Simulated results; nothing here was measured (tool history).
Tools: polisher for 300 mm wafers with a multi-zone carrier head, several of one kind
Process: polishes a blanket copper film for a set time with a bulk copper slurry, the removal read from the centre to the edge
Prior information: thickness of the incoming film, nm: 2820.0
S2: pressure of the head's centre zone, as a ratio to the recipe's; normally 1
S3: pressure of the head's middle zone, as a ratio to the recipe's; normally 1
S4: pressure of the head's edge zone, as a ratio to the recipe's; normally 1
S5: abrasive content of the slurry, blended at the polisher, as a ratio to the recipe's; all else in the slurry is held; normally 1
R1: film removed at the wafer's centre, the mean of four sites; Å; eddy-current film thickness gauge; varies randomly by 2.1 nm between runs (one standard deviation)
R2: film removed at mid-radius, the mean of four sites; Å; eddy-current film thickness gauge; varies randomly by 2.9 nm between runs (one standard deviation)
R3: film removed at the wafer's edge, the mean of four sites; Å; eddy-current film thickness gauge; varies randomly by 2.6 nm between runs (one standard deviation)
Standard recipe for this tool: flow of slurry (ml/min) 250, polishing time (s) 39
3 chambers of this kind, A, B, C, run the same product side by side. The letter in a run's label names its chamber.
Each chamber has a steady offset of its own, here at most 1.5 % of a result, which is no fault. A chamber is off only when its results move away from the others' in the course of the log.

{"run": "1C", "hour": 9.4, "flow of slurry (ml/min)": 250, "S2": 1, "S3": 1, "S4": 1, "S5": 1, "polishing time (s)": 39, "R1": 2385.8, "R2": 2383.5, "R3": 2463.1}
{"hour": 14.3, "done": "chamber C: slurry nozzle cleaned"}
{"hour": 21.3, "done": "chamber B: worn pad replaced by a new one"}
{"run": "2B", "hour": 22.2, "flow of slurry (ml/min)": 250, "S2": 1, "S3": 1, "S4": 1, "S5": 1, "polishing time (s)": 39, "R1": 2438.5, "R2": 2436.8, "R3": 2454}
{"run": "3A", "hour": 33.7, "flow of slurry (ml/min)": 250, "S2": 1, "S3": 1, "S4": 1, "S5": 1, "polishing time (s)": 39, "R1": 2430.7, "R2": 2428.9, "R3": 2436}
{"hour": 37.5, "done": "chamber B: slurry nozzle cleaned"}
{"run": "4C", "hour": 47.9, "flow of slurry (ml/min)": 250, "S2": 1, "S3": 1, "S4": 1, "S5": 1, "polishing time (s)": 39, "R1": 2448.1, "R2": 2345.5, "R3": 2400.3}
{"hour": 53.5, "done": "chamber A: centre zone pressure recalibrated"}
{"run": "5B", "hour": 62.9, "flow of slurry (ml/min)": 250, "S2": 1, "S3": 1, "S4": 1, "S5": 1, "polishing time (s)": 39, "R1": 2413.2, "R2": 2420.2, "R3": 2471.6}
{"hour": 64.9, "done": "chamber C: worn pad replaced by a new one"}
{"hour": 68.9, "done": "chamber B: centre zone pressure recalibrated"}
{"hour": 76.5, "done": "chamber A: edge zone pressure recalibrated"}
{"run": "6A", "hour": 77.3, "flow of slurry (ml/min)": 250, "S2": 1, "S3": 1, "S4": 1, "S5": 1, "polishing time (s)": 39, "R1": 2415.9, "R2": 2390.4, "R3": 2465.9}
{"run": "7A", "hour": 85.2, "flow of slurry (ml/min)": 250, "S2": 1, "S3": 1, "S4": 1, "S5": 1, "polishing time (s)": 39, "R1": 2397, "R2": 2413.9, "R3": 2457.8}
{"hour": 89.9, "done": "chamber B: edge zone pressure recalibrated"}
{"run": "8B", "hour": 97.3, "flow of slurry (ml/min)": 250, "S2": 1, "S3": 1, "S4": 1, "S5": 1, "polishing time (s)": 39, "R1": 2422.9, "R2": 2457, "R3": 2420.3}
{"run": "9C", "hour": 106.1, "flow of slurry (ml/min)": 250, "S2": 1, "S3": 1, "S4": 1, "S5": 1, "polishing time (s)": 44, "R1": 2768.2, "R2": 2677, "R3": 2760.7}
{"run": "10A", "hour": 115.9, "flow of slurry (ml/min)": 250, "S2": 1, "S3": 1, "S4": 1, "S5": 1, "polishing time (s)": 44, "R1": 2709.9, "R2": 2708.5, "R3": 2711.3}
{"hour": 120.9, "done": "chamber B: worn pad replaced by a new one"}
{"run": "11C", "hour": 123.6, "flow of slurry (ml/min)": 250, "S2": 1, "S3": 1, "S4": 1, "S5": 1, "polishing time (s)": 44, "R1": 2776.3, "R2": 2708.5, "R3": 2748.7}
{"run": "12B", "hour": 137.5, "flow of slurry (ml/min)": 250, "S2": 1, "S3": 1, "S4": 1, "S5": 1, "polishing time (s)": 39, "R1": 2437.7, "R2": 2436.9, "R3": 2406}
{"run": "13C", "hour": 145.5, "flow of slurry (ml/min)": 165, "S2": 0.95, "S3": 1, "S4": 1, "S5": 1, "polishing time (s)": 39, "R1": 2176.6, "R2": 2206.5, "R3": 2261.2}
{"hour": 160.1, "done": "chamber C: worn pad replaced by a new one"}
{"run": "14B", "hour": 160.3, "flow of slurry (ml/min)": 165, "S2": 0.95, "S3": 1, "S4": 1, "S5": 1, "polishing time (s)": 39, "R1": 2160.4, "R2": 2318.5, "R3": 2292.8}
{"run": "15A", "hour": 172.0, "flow of slurry (ml/min)": 165, "S2": 0.95, "S3": 1, "S4": 1, "S5": 1, "polishing time (s)": 39, "R1": 2131.1, "R2": 2291.9, "R3": 2310.6}
{"run": "16B", "hour": 185.4, "flow of slurry (ml/min)": 250, "S2": 1, "S3": 1, "S4": 1, "S5": 1, "polishing time (s)": 39, "R1": 2415.4, "R2": 2472.1, "R3": 2445.7}
{"run": "17A", "hour": 200.7, "flow of slurry (ml/min)": 250, "S2": 1, "S3": 1, "S4": 1, "S5": 1, "polishing time (s)": 39, "R1": 2363.7, "R2": 2416.2, "R3": 2432.3}
{"hour": 203.4, "done": "chamber B: worn pad replaced by a new one"}
{"run": "18C", "hour": 210.7, "flow of slurry (ml/min)": 250, "S2": 1, "S3": 1, "S4": 1, "S5": 1, "polishing time (s)": 39, "R1": 2456.6, "R2": 2404.3, "R3": 2393.6}
{"run": "19C", "hour": 221.6, "flow of slurry (ml/min)": 250, "S2": 1, "S3": 1, "S4": 1, "S5": 1, "polishing time (s)": 39, "R1": 2441, "R2": 2383.2, "R3": 2432.5}
{"run": "20A", "hour": 228.7, "flow of slurry (ml/min)": 250, "S2": 1, "S3": 1, "S4": 1, "S5": 1, "polishing time (s)": 39, "R1": 2348.9, "R2": 2330.6, "R3": 2349.4}
{"run": "21B", "hour": 242.0, "flow of slurry (ml/min)": 250, "S2": 1, "S3": 1, "S4": 1, "S5": 1, "polishing time (s)": 39, "R1": 2406.3, "R2": 2467.8, "R3": 2474.7}
{"hour": 249.0, "done": "chamber C: worn pad replaced by a new one"}
{"run": "22A", "hour": 249.9, "flow of slurry (ml/min)": 250, "S2": 1, "S3": 1, "S4": 1, "S5": 1, "polishing time (s)": 39, "R1": 2329, "R2": 2336.3, "R3": 2381.6}
{"run": "23C", "hour": 258.7, "flow of slurry (ml/min)": 250, "S2": 1, "S3": 1, "S4": 1, "S5": 1, "polishing time (s)": 39, "R1": 2424.8, "R2": 2366.1, "R3": 2422.4}
{"run": "24B", "hour": 273.2, "flow of slurry (ml/min)": 250, "S2": 1, "S3": 1, "S4": 1, "S5": 1, "polishing time (s)": 39, "R1": 2438.7, "R2": 2451.8, "R3": 2391.9}
{"run": "25C", "hour": 283.7, "flow of slurry (ml/min)": 250, "S2": 1, "S3": 1, "S4": 1, "S5": 1, "polishing time (s)": 39, "R1": 2388.9, "R2": 2360.9, "R3": 2412.7}
{"hour": 284.4, "done": "chamber A: slurry nozzle cleaned"}
{"hour": 294.8, "done": "chamber B: worn pad replaced by a new one"}
{"run": "26A", "hour": 295.8, "flow of slurry (ml/min)": 250, "S2": 1, "S3": 1, "S4": 1, "S5": 1, "polishing time (s)": 39, "R1": 2348.3, "R2": 2314.6, "R3": 2410.1}
{"run": "27B", "hour": 304.6, "flow of slurry (ml/min)": 250, "S2": 1, "S3": 1, "S4": 1, "S5": 1, "polishing time (s)": 39, "R1": 2380.2, "R2": 2378.7, "R3": 2444.2}
{"run": "28A", "hour": 313.8, "flow of slurry (ml/min)": 250, "S2": 1, "S3": 1, "S4": 1, "S5": 1, "polishing time (s)": 39, "R1": 2308.4, "R2": 2303.4, "R3": 2329.1}
{"hour": 314.9, "done": "chamber C: edge zone pressure recalibrated"}
{"run": "29C", "hour": 321.3, "flow of slurry (ml/min)": 250, "S2": 1, "S3": 1, "S4": 1, "S5": 1, "polishing time (s)": 39, "R1": 2414.2, "R2": 2370.6, "R3": 2391.7}
{"run": "30B", "hour": 329.6, "flow of slurry (ml/min)": 250, "S2": 1, "S3": 1, "S4": 1, "S5": 1, "polishing time (s)": 39, "R1": 2405.2, "R2": 2459.3, "R3": 2456.3}
{"run": "31C", "hour": 341.3, "flow of slurry (ml/min)": 250, "S2": 1, "S3": 1, "S4": 1, "S5": 1, "polishing time (s)": 39, "R1": 2399.6, "R2": 2396.1, "R3": 2425.8}
{"hour": 343.3, "done": "chamber C: worn pad replaced by a new one"}
{"run": "32A", "hour": 349.8, "flow of slurry (ml/min)": 250, "S2": 1, "S3": 1, "S4": 1, "S5": 1, "polishing time (s)": 39, "R1": 2270.2, "R2": 2338.3, "R3": 2331.5}
{"hour": 356.6, "done": "chamber C: slurry nozzle cleaned"}
{"run": "33B", "hour": 365.3, "flow of slurry (ml/min)": 250, "S2": 1, "S3": 1, "S4": 1, "S5": 1, "polishing time (s)": 39, "R1": 2391.2, "R2": 2444, "R3": 2406.8}
{"run": "34C", "hour": 377.9, "flow of slurry (ml/min)": 250, "S2": 1, "S3": 1, "S4": 1.07, "S5": 1, "polishing time (s)": 39, "R1": 2414.6, "R2": 2368.4, "R3": 2558.3}
{"hour": 382.9, "done": "chamber B: slurry nozzle cleaned"}
{"hour": 385.7, "done": "chamber B: worn pad replaced by a new one"}
{"run": "35A", "hour": 385.7, "flow of slurry (ml/min)": 250, "S2": 1, "S3": 1, "S4": 1.07, "S5": 1, "polishing time (s)": 39, "R1": 2293.6, "R2": 2241.5, "R3": 2398.9}
{"run": "36B", "hour": 393.6, "flow of slurry (ml/min)": 250, "S2": 1, "S3": 1, "S4": 1.07, "S5": 1, "polishing time (s)": 39, "R1": 2453, "R2": 2415.9, "R3": 2520.5}
{"hour": 402.1, "done": "chamber C: centre zone pressure recalibrated"}
{"run": "37B", "hour": 408.7, "flow of slurry (ml/min)": 250, "S2": 1, "S3": 1, "S4": 1, "S5": 1, "polishing time (s)": 39, "R1": 2387.7, "R2": 2473.4, "R3": 2426.6}
{"run": "38A", "hour": 422.1, "flow of slurry (ml/min)": 250, "S2": 1, "S3": 1, "S4": 1, "S5": 1, "polishing time (s)": 39, "R1": 2239.3, "R2": 2233.9, "R3": 2293.9}
{"hour": 427.9, "done": "chamber C: worn pad replaced by a new one"}
{"run": "39C", "hour": 432.4, "flow of slurry (ml/min)": 250, "S2": 0.96, "S3": 1, "S4": 1, "S5": 1, "polishing time (s)": 39, "R1": 2300.5, "R2": 2340.8, "R3": 2471.6}
{"run": "40A", "hour": 440.6, "flow of slurry (ml/min)": 250, "S2": 0.96, "S3": 1, "S4": 1, "S5": 1, "polishing time (s)": 39, "R1": 2154.1, "R2": 2223.7, "R3": 2284.3}
{"run": "41C", "hour": 449.6, "flow of slurry (ml/min)": 250, "S2": 0.96, "S3": 1, "S4": 1, "S5": 1, "polishing time (s)": 39, "R1": 2300.2, "R2": 2373.6, "R3": 2419.5}
{"run": "42B", "hour": 458.6, "flow of slurry (ml/min)": 250, "S2": 1, "S3": 1, "S4": 1, "S5": 1, "polishing time (s)": 39, "R1": 2406, "R2": 2387, "R3": 2418.1}

Each of the 3 chambers runs these same settings next. Fill in every chamber's results:
{"run": "43A", "hour": 470.0, "flow of slurry (ml/min)": 250, "S2": 1, "S3": 1, "S4": 1, "S5": 1, "polishing time (s)": 39, "R1": "?", "R2": "?", "R3": "?"}
{"run": "43B", "hour": 470.0, "flow of slurry (ml/min)": 250, "S2": 1, "S3": 1, "S4": 1, "S5": 1, "polishing time (s)": 39, "R1": "?", "R2": "?", "R3": "?"}
{"run": "43C", "hour": 470.0, "flow of slurry (ml/min)": 250, "S2": 1, "S3": 1, "S4": 1, "S5": 1, "polishing time (s)": 39, "R1": "?", "R2": "?", "R3": "?"}

run=43A R1=2224.5 R2=2214.9 R3=2199.9
run=43B R1=2385.2 R2=2452.5 R3=2410.3
run=43C R1=2418.4 R2=2383.3 R3=2403.4

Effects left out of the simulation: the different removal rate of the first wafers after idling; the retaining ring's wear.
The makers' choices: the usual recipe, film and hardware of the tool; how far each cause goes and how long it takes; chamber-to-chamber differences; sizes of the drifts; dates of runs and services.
